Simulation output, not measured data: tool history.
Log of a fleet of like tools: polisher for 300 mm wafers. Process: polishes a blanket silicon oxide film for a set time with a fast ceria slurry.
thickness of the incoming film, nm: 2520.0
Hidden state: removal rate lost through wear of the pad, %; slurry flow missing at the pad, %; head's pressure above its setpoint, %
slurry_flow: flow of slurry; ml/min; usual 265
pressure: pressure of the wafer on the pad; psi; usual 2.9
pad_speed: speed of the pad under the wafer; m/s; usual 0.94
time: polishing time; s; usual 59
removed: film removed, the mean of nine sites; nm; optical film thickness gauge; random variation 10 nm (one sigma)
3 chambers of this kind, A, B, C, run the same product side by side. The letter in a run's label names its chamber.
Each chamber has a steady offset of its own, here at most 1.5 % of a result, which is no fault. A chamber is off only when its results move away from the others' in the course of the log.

| run | hour | slurry_flow | pressure | pad_speed | time | wafers polished on this pad | hours since the slurry nozzle was cleaned | hours since the head pressure was calibrated | removed |
|---|---|---|---|---|---|---|---|---|---|
| 1C | 3.7 | 265 | 2.9 | 0.94 | 59 | 1054 | 23.6 | 983.6 | 803.14 |
| 2B | 7.7 | 265 | 2.9 | 0.94 | 59 | 326 | 308.6 | 342.4 | 789.93 |
|  | 8.2 | chamber A: worn pad replaced by a new one |
| 3A | 10.1 | 265 | 2.9 | 0.94 | 59 | 30 | 332.0 | 849.8 | 777.02 |
| 4C | 14.0 | 265 | 2.9 | 0.94 | 59 | 1211 | 33.9 | 993.9 | 796.81 |
| 5A | 15.9 | 265 | 2.9 | 1.24 | 59 | 119 | 337.8 | 855.6 | 1063.50 |
| 6B | 19.4 | 265 | 2.9 | 1.24 | 59 | 505 | 320.3 | 354.1 | 1027.00 |
| 7A | 22.3 | 265 | 2.9 | 1.24 | 59 | 217 | 344.2 | 862.0 | 1045.50 |
| 8C | 26.1 | 265 | 2.9 | 0.94 | 59 | 1397 | 46.0 | 1006.0 | 802.11 |
|  | 27.0 | chamber C: head pressure recalibrated |
| 9B | 30.1 | 265 | 2.9 | 0.94 | 59 | 669 | 331.0 | 364.8 | 787.60 |
|  | 30.8 | chamber B: worn pad replaced by a new one |
|  | 31.3 | chamber C: worn pad replaced by a new one |
| 10A | 33.5 | 265 | 2.9 | 0.94 | 59 | 388 | 355.4 | 873.2 | 800.84 |
| 11C | 37.7 | 265 | 2.9 | 0.94 | 59 | 98 | 57.6 | 10.7 | 856.47 |
| 12B | 41.2 | 265 | 2.9 | 0.94 | 59 | 160 | 342.1 | 375.9 | 787.21 |
|  | 43.1 | chamber A: worn pad replaced by a new one |
| 13B | 43.3 | 265 | 2.9 | 0.94 | 59 | 192 | 344.2 | 378.0 | 802.45 |
| 14C | 46.7 | 265 | 2.9 | 0.94 | 59 | 236 | 66.6 | 19.7 | 861.51 |
| 15A | 48.9 | 265 | 2.9 | 0.94 | 59 | 89 | 370.8 | 888.6 | 791.13 |
| 16B | 51.7 | 265 | 2.9 | 0.94 | 59 | 320 | 352.6 | 386.4 | 792.31 |
| 17A | 54.3 | 265 | 2.3 | 0.94 | 59 | 172 | 376.2 | 894.0 | 640.41 |
| 18C | 58.5 | 265 | 2.3 | 0.94 | 59 | 416 | 78.4 | 31.5 | 670.03 |
| 19A | 60.6 | 265 | 2.3 | 0.94 | 59 | 268 | 382.5 | 900.3 | 631.22 |
| 20C | 63.3 | 265 | 2.9 | 0.94 | 59 | 490 | 83.2 | 36.3 | 858.07 |
| 21B | 65.9 | 185 | 2.9 | 0.70 | 59 | 538 | 366.8 | 400.6 | 573.93 |
| 22A | 69.6 | 185 | 2.9 | 0.70 | 59 | 406 | 391.5 | 909.3 | 556.51 |
| 23B | 71.5 | 185 | 2.9 | 0.70 | 59 | 623 | 372.4 | 406.2 | 576.45 |
| 24C | 73.9 | 265 | 2.9 | 0.94 | 59 | 652 | 93.8 | 46.9 | 873.86 |
| 25C | 76.5 | 265 | 2.9 | 0.94 | 59 | 692 | 96.4 | 49.5 | 874.44 |

Next, every chamber runs the same settings. What will each give?
| 26A | 79.5 | 265 | 2.9 | 0.94 | 59 |  |  |  | ? |
| 26B | 79.5 | 265 | 2.9 | 0.94 | 59 |  |  |  | ? |
| 26C | 79.5 | 265 | 2.9 | 0.94 | 59 |  |  |  | ? |

| run | removed |
|---|---|
| 26A | 769.79 |
| 26B | 792.42 |
| 26C | 847.18 |
